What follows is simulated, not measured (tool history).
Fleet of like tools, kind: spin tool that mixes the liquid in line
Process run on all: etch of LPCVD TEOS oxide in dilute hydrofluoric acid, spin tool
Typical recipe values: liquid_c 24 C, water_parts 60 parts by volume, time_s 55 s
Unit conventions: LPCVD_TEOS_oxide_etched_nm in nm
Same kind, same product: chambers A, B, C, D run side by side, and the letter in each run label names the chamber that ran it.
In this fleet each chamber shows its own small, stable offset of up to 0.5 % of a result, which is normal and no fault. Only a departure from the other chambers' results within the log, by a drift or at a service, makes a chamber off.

run  hour  liquid_c  water_parts  time_s  hours since the thermometer was replaced  hours since the hydrofluoric acid flow meter was replaced  read-back film thickness of the LPCVD TEOS oxide reference wafer, read on the same gauge (nm)  LPCVD_TEOS_oxide_etched_nm
 1C   3.1        24           60      55                                     131.4                                                      488.2                                                                                         40.017                      16.423
 2B   6.7        24           60      55                                     408.3                                                       95.4                                                                                          39.98                      16.217
 3A   9.2        24           60      55                                     512.3                                                       23.6                                                                                         39.976                       16.21
 4D    12        24           60      55                                     260.7                                                     1290.2                                                                                         39.987                      16.152
 5D  15.7        24           60      55                                     264.4                                                     1293.9                                                                                         40.003                      16.187
 6B  17.6        24           60      55                                     419.2                                                      106.3                                                                                         40.029                      16.326
 7C  19.7        24           60      55                                       148                                                      504.8                                                                                         40.011                      16.217
 8A  21.8        24           60      55                                     524.9                                                       36.2                                                                                         39.978                      16.068
 9B  23.8        24           60      55                                     425.4                                                      112.5                                                                                         40.017                      16.201
10A  26.1        24           60      55                                     529.2                                                       40.5                                                                                         40.037                      16.242
     28.8  -- chamber C: hydrofluoric acid flow meter replaced
11C    29        24           60      55                                     157.3                                                        0.2                                                                                         40.024                      16.153
12D  32.2        24           60      55                                     280.9                                                     1310.4                                                                                         40.004                      16.215
13B  36.1        24           60      55                                     437.7                                                      124.8                                                                                         39.971                      16.261
14C  38.4        24           60      55                                     166.7                                                        9.6                                                                                         39.998                      16.448
15D  42.9        24           60      55                                     291.6                                                     1321.1                                                                                         39.969                      16.101
16A  45.7        24           45      55                                     548.8                                                       60.1                                                                                         39.974                      22.153
17B    50        24           45      55                                     451.6                                                      138.7                                                                                         39.979                      22.015
18C  53.3        24           45      55                                     181.6                                                       24.5                                                                                         40.033                      21.282
19A  55.9        24           45      55                                       559                                                       70.3                                                                                         39.995                       21.86
20D  58.3        24           60      55                                       307                                                     1336.5                                                                                         39.953                      16.208
21B  60.7        24           60      55                                     462.3                                                      149.4                                                                                          39.98                      16.506
22D  64.3        24           60      55                                       313                                                     1342.5                                                                                         39.974                      16.298
23A  68.3        24           60      55                                     571.4                                                       82.7                                                                                             40                      16.113
24C  70.5        22           45      55                                     198.8                                                       41.7                                                                                         40.005                      19.164
25B  74.4        22           45      55                                       476                                                      163.1                                                                                         39.999                      20.621
26C  78.5        22           45      55                                     206.8                                                       49.7                                                                                         40.072                      18.981
27D    83        22           45      55                                     331.7                                                     1361.2                                                                                         40.023                      20.096
28A  85.9        24           60      55                                       589                                                      100.3                                                                                         39.997                      16.169
29D  87.9        24           60      55                                     336.6                                                     1366.1                                                                                          39.96                      16.055

Does one chamber stand apart from the rest, does the shared gauge drift, or is all well apart from small per-chamber offsets? Give the chamber and the most likely cause, where there is one.

One chamber, C, drifts off from the rest bit by bit.
Cause: liquid colder than its thermometer reads (K) = 2.5.
The log may not tell that from: hydrofluoric acid flow below the setpoint (%).

Below are 4 candidate recipes for chamber C's next run, each the usual settings with a change, their results shown as question marks. Which of them brings C's results back in line with what the other chambers give on the usual settings?
Allowed miss from the other chambers' usual-settings mean, per result, to count as in line: LPCVD_TEOS_oxide_etched_nm 0.43 nm
30C-1  91.2      26.5           60      55                                                                                                                                                                                                                               ?
30C-2  91.2      25.5           60      55                                                                                                                                                                                                                               ?
30C-3  91.2        24           60      50                                                                                                                                                                                                                               ?
30C-4  91.2      22.5           60      55                                                                                                                                                                                                                               ?

On the usual settings, the other chambers give on average: LPCVD_TEOS_oxide_etched_nm 16.22 nm
  run  LPCVD_TEOS_oxide_etched_nm
30C-1                      16.258
30C-2                      15.604
30C-3                      13.331
30C-4                      13.771
30C-1 brings the chamber back in line.

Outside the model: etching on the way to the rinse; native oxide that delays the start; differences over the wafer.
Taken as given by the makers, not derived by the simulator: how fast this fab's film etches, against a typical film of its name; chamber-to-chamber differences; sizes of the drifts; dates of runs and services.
